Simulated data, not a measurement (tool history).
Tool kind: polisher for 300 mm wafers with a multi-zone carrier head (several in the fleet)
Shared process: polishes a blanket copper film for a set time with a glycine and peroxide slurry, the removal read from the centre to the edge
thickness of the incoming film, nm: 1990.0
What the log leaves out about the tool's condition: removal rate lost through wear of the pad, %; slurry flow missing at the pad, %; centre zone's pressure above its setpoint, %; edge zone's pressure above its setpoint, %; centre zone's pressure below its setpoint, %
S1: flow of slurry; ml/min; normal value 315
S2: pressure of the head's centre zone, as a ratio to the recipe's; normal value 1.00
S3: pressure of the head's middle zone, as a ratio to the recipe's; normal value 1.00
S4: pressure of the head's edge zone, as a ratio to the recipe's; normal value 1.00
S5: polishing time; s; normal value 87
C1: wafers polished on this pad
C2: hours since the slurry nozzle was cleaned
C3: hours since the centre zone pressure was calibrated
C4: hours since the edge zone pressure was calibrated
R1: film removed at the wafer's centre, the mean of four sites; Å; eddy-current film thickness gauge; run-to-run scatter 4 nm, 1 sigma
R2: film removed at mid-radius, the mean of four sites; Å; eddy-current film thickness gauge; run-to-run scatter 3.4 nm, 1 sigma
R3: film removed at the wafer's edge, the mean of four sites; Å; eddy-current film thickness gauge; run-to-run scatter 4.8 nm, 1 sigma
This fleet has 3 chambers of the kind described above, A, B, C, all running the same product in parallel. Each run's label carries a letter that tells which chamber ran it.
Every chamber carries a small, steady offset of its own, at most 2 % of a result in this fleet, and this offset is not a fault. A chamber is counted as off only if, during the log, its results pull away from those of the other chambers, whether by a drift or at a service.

run   hour   S1    S2    S3    S4  S5    C1     C2     C3     C4      R1      R2      R3
 1C    7.0  315  1.00  1.00  1.00  87   257  306.1  480.6  254.5  5109.0  5067.9  4998.3
 2B   13.9  315  1.00  1.00  1.00  87  1162  166.0  664.4  852.8  5091.3  5028.8  5042.3
      14.6  -- chamber B: worn pad replaced by a new one
 3A   20.3  315  1.00  1.00  1.00  87   383  225.7  554.7   43.1  5065.9  4967.5  5054.6
 4A   25.9  315  1.00  1.00  1.00  87   445  231.3  560.3   48.7  5144.4  4986.1  5080.7
 5C   34.2  315  1.00  1.00  1.00  87   560  333.3  507.8  281.7  5122.1  5103.9  5021.6
 6B   39.7  315  1.05  1.06  1.00  87   279  191.8  690.2  878.6  5320.8  5307.4  5027.7
 7C   47.2  315  1.05  1.06  1.00  87   704  346.3  520.8  294.7  5429.6  5381.0  5061.8
      50.7  -- chamber C: worn pad replaced by a new one
 8A   54.3  315  1.05  1.06  1.00  87   761  259.7  588.7   77.1  5433.1  5241.7  5055.0
 9B   63.1  315  1.00  1.00  1.00  87   539  215.2  713.6  902.0  5054.2  5068.4  5071.8
10C   67.3  315  0.96  1.00  1.08  87   185  366.4  540.9  314.8  4874.3  5153.3  5329.7
11A   72.5  315  0.96  1.00  1.08  87   963  277.9  606.9   95.3  4838.5  4893.8  5164.6
      72.8  -- chamber C: edge zone pressure recalibrated
12B   77.1  315  0.96  1.00  1.08  87   694  229.2  727.6  916.0  4907.3  5093.6  5172.9
13C   81.6  315  1.00  1.00  1.00  87   344  380.7  555.2    8.8  5176.6  5088.7  5095.7
14A   87.9  315  1.00  1.00  1.00  87  1134  293.3  622.3  110.7  4973.5  4883.3  4990.5
      94.2  -- chamber C: slurry nozzle cleaned
15B   94.8  315  1.00  1.00  1.00  87   891  246.9  745.3  933.7  5083.0  5064.3  5122.0
16A   99.0  315  1.00  1.00  1.00  87  1258  304.4  633.4  121.8  4857.3  4816.2  4830.7
17C  104.4  315  1.00  1.00  1.00  87   597   10.2  578.0   31.6  5114.9  5086.5  5063.9
     109.5  -- chamber C: worn pad replaced by a new one
18B  110.8  315  1.00  1.00  1.00  87  1069  262.9  761.3  949.7  5088.1  5058.2  4944.8
     113.6  -- chamber B: edge zone pressure recalibrated
19B  116.9  395  0.96  1.00  1.00  87  1137  269.0  767.4    3.4  4921.3  5175.5  5086.7
     125.1  -- chamber B: worn pad replaced by a new one
20A  125.2  395  0.96  1.00  1.00  87  1549  330.6  659.6  148.0  4721.4  4829.1  4831.0
21C  130.6  395  0.96  1.00  1.00  87   234   36.4  604.2   57.8  5035.8  5149.8  5112.7
     137.1  -- chamber B: slurry nozzle cleaned
22A  140.0  315  1.00  1.00  1.00  87  1713  345.4  674.4  162.8  4766.2  4687.1  4680.4
     145.6  -- chamber C: centre zone pressure recalibrated
23B  149.2  315  1.00  1.00  1.00  87   268   12.1  799.7   35.7  5057.3  5077.0  4936.8
24C  158.0  315  1.00  1.00  1.00  87   539   63.8   12.4   85.2  5107.4  5161.0  4998.6
25A  164.8  315  1.00  1.00  1.00  87  1989  370.2  699.2  187.6  4615.9  4589.5  4654.2
26B  169.2  315  1.00  1.00  1.00  87   490   32.1  819.7   55.7  5081.3  5063.4  5049.3

All chambers now run identical settings, listed one chamber a line with results as question marks. What results will each chamber show?
27A  176.1  315  1.00  1.00  1.00  111                   ?   ?   ?
27B  176.1  315  1.00  1.00  1.00  111                   ?   ?   ?
27C  176.1  315  1.00  1.00  1.00  111                   ?   ?   ?

run      R1      R2      R3
27A  5885.6  5744.0  5851.7
27B  6559.2  6464.3  6470.9
27C  6568.0  6393.3  6442.7
